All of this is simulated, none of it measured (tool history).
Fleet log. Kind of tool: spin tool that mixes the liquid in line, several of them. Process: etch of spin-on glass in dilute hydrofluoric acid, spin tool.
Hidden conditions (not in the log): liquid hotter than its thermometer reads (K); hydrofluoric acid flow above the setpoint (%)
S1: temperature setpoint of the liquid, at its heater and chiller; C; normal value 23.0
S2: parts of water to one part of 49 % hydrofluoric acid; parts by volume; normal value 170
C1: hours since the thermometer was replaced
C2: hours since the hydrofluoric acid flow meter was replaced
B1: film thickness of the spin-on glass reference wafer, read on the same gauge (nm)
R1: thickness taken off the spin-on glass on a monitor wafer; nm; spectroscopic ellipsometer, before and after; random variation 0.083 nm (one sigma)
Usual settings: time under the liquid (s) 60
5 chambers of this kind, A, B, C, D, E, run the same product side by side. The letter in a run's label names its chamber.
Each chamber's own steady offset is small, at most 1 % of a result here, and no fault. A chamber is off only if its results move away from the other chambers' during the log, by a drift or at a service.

run 1A hour=7.7 | S1=23.0 S2=170 time_under_the_liquid_(s)=60 | C1=396.5 C2=1591.7 | B1=70.027 | R1=8.4018
run 2D hour=17.7 | S1=23.0 S2=170 time_under_the_liquid_(s)=60 | C1=228.5 C2=1514.2 | B1=69.995 | R1=8.3466
-- hour=19.8 chamber D: hydrofluoric acid flow meter replaced
run 3C hour=27.5 | S1=23.0 S2=170 time_under_the_liquid_(s)=60 | C1=104.4 C2=265.0 | B1=70.004 | R1=8.4084
run 4B hour=34.3 | S1=23.0 S2=170 time_under_the_liquid_(s)=60 | C1=1894.6 C2=707.6 | B1=69.993 | R1=8.4909
run 5E hour=42.0 | S1=23.0 S2=170 time_under_the_liquid_(s)=60 | C1=152.6 C2=2701.4 | B1=69.983 | R1=8.3347
run 6E hour=53.9 | S1=23.0 S2=170 time_under_the_liquid_(s)=60 | C1=164.5 C2=2713.3 | B1=69.991 | R1=8.2644
run 7A hour=64.5 | S1=23.0 S2=170 time_under_the_liquid_(s)=60 | C1=453.3 C2=1648.5 | B1=70.009 | R1=8.3935
run 8B hour=72.1 | S1=23.0 S2=170 time_under_the_liquid_(s)=60 | C1=1932.4 C2=745.4 | B1=70.011 | R1=8.3582
run 9C hour=79.4 | S1=23.0 S2=170 time_under_the_liquid_(s)=60 | C1=156.3 C2=316.9 | B1=70.005 | R1=8.4053
run 10D hour=88.9 | S1=23.0 S2=170 time_under_the_liquid_(s)=60 | C1=299.7 C2=69.1 | B1=70.002 | R1=8.2727
run 11A hour=96.5 | S1=23.0 S2=170 time_under_the_liquid_(s)=60 | C1=485.3 C2=1680.5 | B1=70.020 | R1=8.5006
run 12E hour=108.5 | S1=23.0 S2=170 time_under_the_liquid_(s)=60 | C1=219.1 C2=2767.9 | B1=70.002 | R1=8.3969
run 13C hour=121.9 | S1=26.0 S2=195 time_under_the_liquid_(s)=60 | C1=198.8 C2=359.4 | B1=70.013 | R1=8.0895
-- hour=128.4 chamber E: hydrofluoric acid flow meter replaced
run 14D hour=131.7 | S1=26.0 S2=195 time_under_the_liquid_(s)=60 | C1=342.5 C2=111.9 | B1=69.989 | R1=7.8099
run 15B hour=141.3 | S1=26.0 S2=195 time_under_the_liquid_(s)=60 | C1=2001.6 C2=814.6 | B1=70.017 | R1=7.9087
run 16B hour=154.2 | S1=26.0 S2=195 time_under_the_liquid_(s)=60 | C1=2014.5 C2=827.5 | B1=69.979 | R1=8.0175
run 17C hour=164.4 | S1=26.0 S2=195 time_under_the_liquid_(s)=60 | C1=241.3 C2=401.9 | B1=69.982 | R1=8.0915
run 18A hour=170.8 | S1=23.0 S2=170 time_under_the_liquid_(s)=60 | C1=559.6 C2=1754.8 | B1=70.010 | R1=8.7656
run 19E hour=179.5 | S1=23.0 S2=170 time_under_the_liquid_(s)=60 | C1=290.1 C2=51.1 | B1=70.005 | R1=8.2277
-- hour=189.7 chamber C: hydrofluoric acid flow meter replaced
run 20D hour=193.7 | S1=23.0 S2=170 time_under_the_liquid_(s)=60 | C1=404.5 C2=173.9 | B1=69.993 | R1=8.3194
run 21A hour=207.2 | S1=26.5 S2=170 time_under_the_liquid_(s)=60 | C1=596.0 C2=1791.2 | B1=70.010 | R1=9.9522
run 22B hour=218.9 | S1=26.5 S2=170 time_under_the_liquid_(s)=60 | C1=2079.2 C2=892.2 | B1=69.993 | R1=9.6111
run 23E hour=231.7 | S1=26.5 S2=170 time_under_the_liquid_(s)=60 | C1=342.3 C2=103.3 | B1=69.997 | R1=9.5580
run 24C hour=240.8 | S1=26.5 S2=170 time_under_the_liquid_(s)=60 | C1=317.7 C2=51.2 | B1=70.020 | R1=9.7391
run 25D hour=252.6 | S1=26.5 S2=170 time_under_the_liquid_(s)=60 | C1=463.4 C2=232.8 | B1=70.004 | R1=9.4214
run 26A hour=265.3 | S1=23.0 S2=170 time_under_the_liquid_(s)=60 | C1=654.1 C2=1849.3 | B1=69.989 | R1=9.0161
run 27D hour=273.3 | S1=23.0 S2=170 time_under_the_liquid_(s)=60 | C1=484.1 C2=253.5 | B1=69.990 | R1=8.4791
run 28C hour=286.8 | S1=23.0 S2=170 time_under_the_liquid_(s)=60 | C1=363.7 C2=97.2 | B1=70.006 | R1=8.5780
run 29B hour=297.6 | S1=23.0 S2=170 time_under_the_liquid_(s)=60 | C1=2157.9 C2=970.9 | B1=69.995 | R1=8.4889
run 30E hour=308.1 | S1=23.0 S2=170 time_under_the_liquid_(s)=60 | C1=418.7 C2=179.7 | B1=70.011 | R1=8.4815
run 31C hour=321.5 | S1=23.0 S2=170 time_under_the_liquid_(s)=60 | C1=398.4 C2=131.9 | B1=69.984 | R1=8.4105
run 32D hour=328.6 | S1=23.0 S2=170 time_under_the_liquid_(s)=60 | C1=539.4 C2=308.8 | B1=69.983 | R1=8.3970
run 33B hour=338.9 | S1=23.0 S2=170 time_under_the_liquid_(s)=60 | C1=2199.2 C2=1012.2 | B1=69.988 | R1=8.4353
run 34A hour=345.1 | S1=23.0 S2=170 time_under_the_liquid_(s)=60 | C1=733.9 C2=1929.1 | B1=69.998 | R1=9.3500
run 35E hour=358.0 | S1=23.0 S2=170 time_under_the_liquid_(s)=60 | C1=468.6 C2=229.6 | B1=70.027 | R1=8.2333

Next, every chamber runs the same settings. What will each give?
run 36A hour=368.2 | S1=26.0 S2=170 time_under_the_liquid_(s)=60 | R1=?
run 36B hour=368.2 | S1=26.0 S2=170 time_under_the_liquid_(s)=60 | R1=?
run 36C hour=368.2 | S1=26.0 S2=170 time_under_the_liquid_(s)=60 | R1=?
run 36D hour=368.2 | S1=26.0 S2=170 time_under_the_liquid_(s)=60 | R1=?
run 36E hour=368.2 | S1=26.0 S2=170 time_under_the_liquid_(s)=60 | R1=?

run=36A R1=10.4370
run=36B R1=9.3674
run=36C R1=9.4350
run=36D R1=9.5142
run=36E R1=9.4378

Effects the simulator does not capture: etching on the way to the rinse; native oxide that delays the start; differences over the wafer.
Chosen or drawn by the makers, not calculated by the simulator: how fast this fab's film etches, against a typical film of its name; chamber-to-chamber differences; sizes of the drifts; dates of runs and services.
